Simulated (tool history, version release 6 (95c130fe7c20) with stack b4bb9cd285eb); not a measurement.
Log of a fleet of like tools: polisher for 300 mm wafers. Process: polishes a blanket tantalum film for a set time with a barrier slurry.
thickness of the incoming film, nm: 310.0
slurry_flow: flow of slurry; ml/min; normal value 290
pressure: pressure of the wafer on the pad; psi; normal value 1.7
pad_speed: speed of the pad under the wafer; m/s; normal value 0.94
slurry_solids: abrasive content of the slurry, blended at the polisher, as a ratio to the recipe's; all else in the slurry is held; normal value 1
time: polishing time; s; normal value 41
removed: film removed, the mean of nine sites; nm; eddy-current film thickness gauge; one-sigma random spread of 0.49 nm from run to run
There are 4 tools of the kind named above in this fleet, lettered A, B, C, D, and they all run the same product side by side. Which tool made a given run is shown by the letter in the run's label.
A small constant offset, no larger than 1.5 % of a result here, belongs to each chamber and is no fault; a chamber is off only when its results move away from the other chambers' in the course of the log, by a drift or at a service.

run 1D hour=9.0 | slurry_flow=290 pressure=1.7 pad_speed=0.94 slurry_solids=1 time=41 | removed=59.872
-- hour=14.9 chamber B: slurry blender recalibrated
-- hour=17.8 chamber D: worn pad replaced by a new one
run 2C hour=19.8 | slurry_flow=290 pressure=1.7 pad_speed=0.94 slurry_solids=1 time=41 | removed=60.055
-- hour=21.9 chamber D: slurry blender recalibrated
-- hour=26.4 chamber A: worn pad replaced by a new one
run 3B hour=28.7 | slurry_flow=290 pressure=1.7 pad_speed=0.94 slurry_solids=1 time=41 | removed=59.848
-- hour=31.7 chamber B: worn pad replaced by a new one
run 4A hour=38.8 | slurry_flow=290 pressure=1.7 pad_speed=0.94 slurry_solids=1 time=41 | removed=60.862
-- hour=42.1 chamber C: worn pad replaced by a new one
-- hour=42.8 chamber A: slurry blender recalibrated
run 5A hour=43.7 | slurry_flow=290 pressure=1.7 pad_speed=0.94 slurry_solids=1 time=41 | removed=61.406
run 6C hour=52.2 | slurry_flow=290 pressure=1.7 pad_speed=0.94 slurry_solids=1 time=41 | removed=59.800
-- hour=56.8 chamber A: slurry nozzle cleaned
run 7B hour=58.0 | slurry_flow=245 pressure=1.7 pad_speed=0.94 slurry_solids=1 time=54 | removed=78.570
run 8D hour=63.4 | slurry_flow=245 pressure=1.7 pad_speed=0.94 slurry_solids=1 time=54 | removed=75.524
-- hour=67.7 chamber D: worn pad replaced by a new one
run 9A hour=68.7 | slurry_flow=245 pressure=1.7 pad_speed=0.94 slurry_solids=1 time=54 | removed=78.568
-- hour=73.3 chamber A: worn pad replaced by a new one
run 10C hour=78.9 | slurry_flow=245 pressure=1.7 pad_speed=0.94 slurry_solids=1 time=54 | removed=77.898
run 11D hour=86.7 | slurry_flow=290 pressure=1.7 pad_speed=0.94 slurry_solids=1 time=41 | removed=59.271
run 12B hour=93.4 | slurry_flow=290 pressure=1.7 pad_speed=0.94 slurry_solids=1 time=41 | removed=59.826
-- hour=97.8 chamber B: worn pad replaced by a new one
run 13B hour=101.4 | slurry_flow=290 pressure=1.7 pad_speed=0.94 slurry_solids=1 time=41 | removed=60.586
run 14C hour=110.2 | slurry_flow=290 pressure=1.7 pad_speed=0.94 slurry_solids=1 time=41 | removed=60.311
-- hour=111.9 chamber D: worn pad replaced by a new one
run 15D hour=120.8 | slurry_flow=290 pressure=1.7 pad_speed=0.94 slurry_solids=1 time=41 | removed=58.573
-- hour=122.4 chamber A: worn pad replaced by a new one
run 16A hour=130.0 | slurry_flow=380 pressure=1.7 pad_speed=0.94 slurry_solids=1 time=41 | removed=61.935
run 17C hour=135.7 | slurry_flow=380 pressure=1.7 pad_speed=0.94 slurry_solids=1 time=41 | removed=62.368
run 18A hour=143.7 | slurry_flow=380 pressure=1.7 pad_speed=0.94 slurry_solids=1 time=41 | removed=62.935
run 19D hour=150.0 | slurry_flow=380 pressure=1.7 pad_speed=0.94 slurry_solids=1 time=41 | removed=58.795
-- hour=155.1 chamber C: worn pad replaced by a new one
run 20B hour=155.3 | slurry_flow=290 pressure=1.7 pad_speed=0.94 slurry_solids=1 time=41 | removed=60.584
-- hour=158.0 chamber D: worn pad replaced by a new one
run 21A hour=161.5 | slurry_flow=290 pressure=1.7 pad_speed=0.94 slurry_solids=1 time=41 | removed=61.185
-- hour=164.1 chamber A: worn pad replaced by a new one
run 22D hour=168.4 | slurry_flow=290 pressure=1.7 pad_speed=0.94 slurry_solids=1 time=41 | removed=58.699
run 23B hour=174.0 | slurry_flow=290 pressure=1.7 pad_speed=0.94 slurry_solids=1 time=41 | removed=59.763
run 24C hour=179.2 | slurry_flow=290 pressure=1.7 pad_speed=0.94 slurry_solids=1 time=41 | removed=59.730
-- hour=181.2 chamber B: worn pad replaced by a new one
-- hour=183.4 chamber B: slurry nozzle cleaned
run 25B hour=187.5 | slurry_flow=290 pressure=1.7 pad_speed=0.94 slurry_solids=1 time=41 | removed=59.880
-- hour=188.9 chamber D: slurry blender recalibrated
run 26C hour=196.8 | slurry_flow=290 pressure=1.7 pad_speed=0.94 slurry_solids=1 time=41 | removed=60.269
run 27D hour=205.6 | slurry_flow=290 pressure=1.7 pad_speed=0.94 slurry_solids=1 time=41 | removed=56.044
-- hour=208.6 chamber A: worn pad replaced by a new one
-- hour=210.0 chamber D: worn pad replaced by a new one
run 28A hour=212.1 | slurry_flow=290 pressure=1.7 pad_speed=0.94 slurry_solids=1 time=41 | removed=60.931
run 29D hour=219.7 | slurry_flow=290 pressure=1.7 pad_speed=0.94 slurry_solids=1 time=41 | removed=56.450
run 30A hour=229.9 | slurry_flow=290 pressure=1.7 pad_speed=0.94 slurry_solids=1 time=41 | removed=61.707

For the next run the whole fleet of 4 chambers uses the same settings. Give each chamber's results:
run 31A hour=237.9 | slurry_flow=385 pressure=1.7 pad_speed=0.94 slurry_solids=1 time=41 | removed=?
run 31B hour=237.9 | slurry_flow=385 pressure=1.7 pad_speed=0.94 slurry_solids=1 time=41 | removed=?
run 31C hour=237.9 | slurry_flow=385 pressure=1.7 pad_speed=0.94 slurry_solids=1 time=41 | removed=?
run 31D hour=237.9 | slurry_flow=385 pressure=1.7 pad_speed=0.94 slurry_solids=1 time=41 | removed=?

run=31A removed=62.665
run=31B removed=61.439
run=31C removed=62.257
run=31D removed=57.775

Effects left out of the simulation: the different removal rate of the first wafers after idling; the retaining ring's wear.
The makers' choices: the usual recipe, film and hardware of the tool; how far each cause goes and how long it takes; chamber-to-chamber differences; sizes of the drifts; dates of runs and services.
